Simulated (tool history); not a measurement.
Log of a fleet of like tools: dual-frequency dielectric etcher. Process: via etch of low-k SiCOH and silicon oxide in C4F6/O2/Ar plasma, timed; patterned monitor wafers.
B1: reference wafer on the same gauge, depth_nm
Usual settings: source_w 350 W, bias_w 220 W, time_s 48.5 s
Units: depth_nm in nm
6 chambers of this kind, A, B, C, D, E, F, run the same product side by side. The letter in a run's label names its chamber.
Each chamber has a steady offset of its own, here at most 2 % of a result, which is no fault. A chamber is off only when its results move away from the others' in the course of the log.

At hour 0.4: chamber C: wet clean of the chamber.
Run 1F, hour 7.4: usual settings; B1 133.07. Result: depth_nm 137.130 nm.
At hour 9.0: chamber A: wet clean of the chamber.
Run 2C, hour 11.1: usual settings; B1 132.91. Result: depth_nm 135.680 nm.
Run 3D, hour 18.3: usual settings; B1 132.94. Result: depth_nm 137.000 nm.
Run 4E, hour 21.8: usual settings; B1 133.08. Result: depth_nm 134.690 nm.
Run 5B, hour 29.8: usual settings; B1 133.18. Result: depth_nm 138.040 nm.
Run 6A, hour 35.2: usual settings but source_w 290 W; B1 133.15. Result: depth_nm 127.050 nm.
Run 7C, hour 41.6: usual settings but source_w 290 W; B1 132.95. Result: depth_nm 125.550 nm.
Run 8D, hour 45.5: usual settings but source_w 290 W; B1 132.86. Result: depth_nm 126.470 nm.
At hour 47.4: chamber D: wet clean of the chamber.
Run 9A, hour 52.6: usual settings but source_w 290 W; B1 132.98. Result: depth_nm 126.510 nm.
Run 10B, hour 59.1: usual settings but source_w 290 W; B1 133.13. Result: depth_nm 129.180 nm.
Run 11E, hour 63.0: usual settings but source_w 290 W; B1 132.91. Result: depth_nm 126.080 nm.
Run 12F, hour 70.3: usual settings; B1 133.05. Result: depth_nm 135.790 nm.
Run 13B, hour 75.0: usual settings; B1 132.97. Result: depth_nm 138.420 nm.
At hour 78.5: chamber E: source power generator calibrated.
Run 14E, hour 78.6: usual settings; B1 132.95. Result: depth_nm 135.780 nm.
Run 15D, hour 85.8: usual settings but source_w 380 W, time_s 42.5 s; B1 133.06. Result: depth_nm 122.320 nm.
Run 16C, hour 91.3: usual settings but source_w 380 W, time_s 42.5 s; B1 133.13. Result: depth_nm 121.730 nm.
Run 17F, hour 94.9: usual settings but source_w 380 W, time_s 42.5 s; B1 132.94. Result: depth_nm 124.360 nm.
Run 18A, hour 101.5: usual settings but source_w 380 W, time_s 42.5 s; B1 132.90. Result: depth_nm 123.390 nm.
Run 19C, hour 107.3: usual settings but source_w 380 W, time_s 42.5 s; B1 132.96. Result: depth_nm 122.770 nm.
Run 20A, hour 114.4: usual settings but source_w 380 W, time_s 42.5 s; B1 132.90. Result: depth_nm 123.180 nm.
Run 21F, hour 118.8: usual settings; B1 132.84. Result: depth_nm 137.370 nm.
At hour 121.1: chamber D: source power generator calibrated.
Run 22E, hour 122.8: usual settings; B1 132.99. Result: depth_nm 135.870 nm.
At hour 123.9: chamber A: bias power generator calibrated.
Run 23D, hour 128.8: usual settings; B1 132.89. Result: depth_nm 135.930 nm.
Run 24B, hour 136.4: usual settings; B1 133.03. Result: depth_nm 138.170 nm.
Run 25A, hour 141.9: usual settings; B1 132.93. Result: depth_nm 138.280 nm.
Run 26D, hour 146.9: usual settings; B1 133.01. Result: depth_nm 137.960 nm.
Run 27B, hour 154.5: usual settings; B1 132.82. Result: depth_nm 138.450 nm.
Run 28E, hour 161.8: usual settings; B1 133.00. Result: depth_nm 136.330 nm.
Run 29C, hour 166.1: usual settings but source_w 380 W, time_s 55.5 s; B1 132.82. Result: depth_nm 159.780 nm.
Run 30F, hour 172.4: usual settings but source_w 380 W, time_s 55.5 s; B1 133.12. Result: depth_nm 161.590 nm.
Run 31D, hour 179.3: usual settings but source_w 380 W, time_s 55.5 s; B1 132.98. Result: depth_nm 163.340 nm.
Run 32B, hour 187.2: usual settings but source_w 380 W, time_s 55.5 s; B1 132.88. Result: depth_nm 162.630 nm.
Run 33E, hour 191.9: usual settings but source_w 380 W, time_s 55.5 s; B1 133.19. Result: depth_nm 160.390 nm.
Run 34F, hour 199.3: usual settings but source_w 380 W, time_s 55.5 s; B1 133.05. Result: depth_nm 162.230 nm.
Run 35A, hour 203.0: usual settings; B1 132.94. Result: depth_nm 137.100 nm.
Run 36C, hour 207.0: usual settings; B1 132.90. Result: depth_nm 135.160 nm.
Run 37E, hour 213.3: usual settings; B1 132.98. Result: depth_nm 135.140 nm.
Run 38F, hour 219.4: usual settings; B1 133.03. Result: depth_nm 136.840 nm.
Run 39D, hour 224.0: usual settings; B1 133.02. Result: depth_nm 136.620 nm.
Run 40C, hour 230.1: usual settings; B1 132.92. Result: depth_nm 135.090 nm.

Next, every chamber runs the same settings. What will each give?
Run 41A, hour 235.9: usual settings but time_s 34.5 s. Result: depth_nm ?.
Run 41B, hour 235.9: usual settings but time_s 34.5 s. Result: depth_nm ?.
Run 41C, hour 235.9: usual settings but time_s 34.5 s. Result: depth_nm ?.
Run 41D, hour 235.9: usual settings but time_s 34.5 s. Result: depth_nm ?.
Run 41E, hour 235.9: usual settings but time_s 34.5 s. Result: depth_nm ?.
Run 41F, hour 235.9: usual settings but time_s 34.5 s. Result: depth_nm ?.

run  depth_nm
41A    97.814
41B    99.082
41C    96.391
41D    97.941
41E    97.417
41F    97.250

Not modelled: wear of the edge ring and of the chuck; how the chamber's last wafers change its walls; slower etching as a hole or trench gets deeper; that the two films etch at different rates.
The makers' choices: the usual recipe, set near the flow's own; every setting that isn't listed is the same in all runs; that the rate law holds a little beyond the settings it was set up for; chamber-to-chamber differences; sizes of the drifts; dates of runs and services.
